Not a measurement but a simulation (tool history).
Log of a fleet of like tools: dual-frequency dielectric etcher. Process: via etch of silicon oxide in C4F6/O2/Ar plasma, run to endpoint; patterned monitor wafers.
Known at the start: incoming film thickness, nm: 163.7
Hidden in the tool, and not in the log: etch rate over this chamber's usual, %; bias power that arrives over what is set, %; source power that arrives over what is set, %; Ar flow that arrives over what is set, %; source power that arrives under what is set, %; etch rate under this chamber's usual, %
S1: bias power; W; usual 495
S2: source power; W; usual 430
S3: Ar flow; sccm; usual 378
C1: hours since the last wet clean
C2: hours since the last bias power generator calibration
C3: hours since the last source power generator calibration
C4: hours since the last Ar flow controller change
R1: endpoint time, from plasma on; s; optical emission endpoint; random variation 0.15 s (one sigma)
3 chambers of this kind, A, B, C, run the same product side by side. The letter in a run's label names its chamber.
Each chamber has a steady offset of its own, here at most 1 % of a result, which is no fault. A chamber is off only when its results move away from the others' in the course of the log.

{"day": 0.058, "done": "chamber A: wet clean of the chamber"}
{"run": "1C", "day": 0.212, "S1": 495, "S2": 430, "S3": 378, "C1": 271.2, "C2": 2033.1, "C3": 1140.3, "C4": 1708.3, "R1": 36.474}
{"run": "2B", "day": 0.392, "S1": 495, "S2": 430, "S3": 378, "C1": 155.8, "C2": 1023.2, "C3": 162.1, "C4": 2304.2, "R1": 36.166}
{"run": "3A", "day": 0.658, "S1": 495, "S2": 430, "S3": 378, "C1": 14.4, "C2": 1547.7, "C3": 3067.1, "C4": 629.1, "R1": 35.984}
{"run": "4C", "day": 0.938, "S1": 495, "S2": 430, "S3": 378, "C1": 288.6, "C2": 2050.5, "C3": 1157.7, "C4": 1725.7, "R1": 36.533}
{"run": "5A", "day": 1.142, "S1": 495, "S2": 430, "S3": 378, "C1": 26, "C2": 1559.3, "C3": 3078.7, "C4": 640.7, "R1": 36.197}
{"run": "6B", "day": 1.429, "S1": 495, "S2": 430, "S3": 378, "C1": 180.7, "C2": 1048.1, "C3": 187, "C4": 2329.1, "R1": 35.912}
{"run": "7A", "day": 1.725, "S1": 495, "S2": 530, "S3": 378, "C1": 40, "C2": 1573.3, "C3": 3092.7, "C4": 654.7, "R1": 33.434}
{"run": "8C", "day": 2.008, "S1": 495, "S2": 530, "S3": 378, "C1": 314.3, "C2": 2076.2, "C3": 1183.4, "C4": 1751.4, "R1": 33.976}
{"run": "9B", "day": 2.204, "S1": 495, "S2": 530, "S3": 378, "C1": 199.3, "C2": 1066.7, "C3": 205.6, "C4": 2347.7, "R1": 33.506}
{"run": "10B", "day": 2.454, "S1": 495, "S2": 430, "S3": 378, "C1": 205.3, "C2": 1072.7, "C3": 211.6, "C4": 2353.7, "R1": 36.47}
{"run": "11A", "day": 2.621, "S1": 444, "S2": 430, "S3": 287, "C1": 61.5, "C2": 1594.8, "C3": 3114.2, "C4": 676.2, "R1": 36.86}
{"run": "12C", "day": 2.812, "S1": 444, "S2": 430, "S3": 287, "C1": 333.6, "C2": 2095.5, "C3": 1202.7, "C4": 1770.7, "R1": 36.929}
{"day": 3.008, "done": "chamber C: wet clean of the chamber"}
{"run": "13C", "day": 3.012, "S1": 444, "S2": 430, "S3": 287, "C1": 0.2, "C2": 2100.3, "C3": 1207.5, "C4": 1775.5, "R1": 38.31}
{"run": "14B", "day": 3.15, "S1": 495, "S2": 430, "S3": 378, "C1": 222, "C2": 1089.4, "C3": 228.3, "C4": 2370.4, "R1": 36.44}
{"run": "15A", "day": 3.417, "S1": 495, "S2": 430, "S3": 378, "C1": 80.6, "C2": 1613.9, "C3": 3133.3, "C4": 695.3, "R1": 36.143}
{"run": "16A", "day": 3.571, "S1": 495, "S2": 430, "S3": 378, "C1": 84.3, "C2": 1617.6, "C3": 3137, "C4": 699, "R1": 36.061}
{"run": "17C", "day": 3.867, "S1": 495, "S2": 430, "S3": 378, "C1": 20.7, "C2": 2120.8, "C3": 1228, "C4": 1796, "R1": 37.325}
{"run": "18B", "day": 4.121, "S1": 495, "S2": 350, "S3": 450, "C1": 245.3, "C2": 1112.7, "C3": 251.6, "C4": 2393.7, "R1": 39.801}
{"run": "19B", "day": 4.371, "S1": 495, "S2": 350, "S3": 450, "C1": 251.3, "C2": 1118.7, "C3": 257.6, "C4": 2399.7, "R1": 39.896}
{"run": "20C", "day": 4.604, "S1": 495, "S2": 350, "S3": 450, "C1": 38.4, "C2": 2138.5, "C3": 1245.7, "C4": 1813.7, "R1": 41.692}
{"run": "21A", "day": 4.829, "S1": 495, "S2": 430, "S3": 378, "C1": 114.5, "C2": 1647.8, "C3": 3167.2, "C4": 729.2, "R1": 36.189}
{"run": "22C", "day": 5.042, "S1": 495, "S2": 430, "S3": 378, "C1": 48.9, "C2": 2149, "C3": 1256.2, "C4": 1824.2, "R1": 37.634}
{"run": "23A", "day": 5.312, "S1": 495, "S2": 430, "S3": 378, "C1": 126.1, "C2": 1659.4, "C3": 3178.8, "C4": 740.8, "R1": 36.101}
{"run": "24B", "day": 5.596, "S1": 495, "S2": 530, "S3": 463, "C1": 280.7, "C2": 1148.1, "C3": 287, "C4": 2429.1, "R1": 33.956}

Next, every chamber runs the same settings. What will each give?
{"run": "25A", "day": 5.808, "S1": 495, "S2": 430, "S3": 378, "R1": "?"}
{"run": "25B", "day": 5.808, "S1": 495, "S2": 430, "S3": 378, "R1": "?"}
{"run": "25C", "day": 5.808, "S1": 495, "S2": 430, "S3": 378, "R1": "?"}

run=25A R1=35.867
run=25B R1=36.241
run=25C R1=37.515

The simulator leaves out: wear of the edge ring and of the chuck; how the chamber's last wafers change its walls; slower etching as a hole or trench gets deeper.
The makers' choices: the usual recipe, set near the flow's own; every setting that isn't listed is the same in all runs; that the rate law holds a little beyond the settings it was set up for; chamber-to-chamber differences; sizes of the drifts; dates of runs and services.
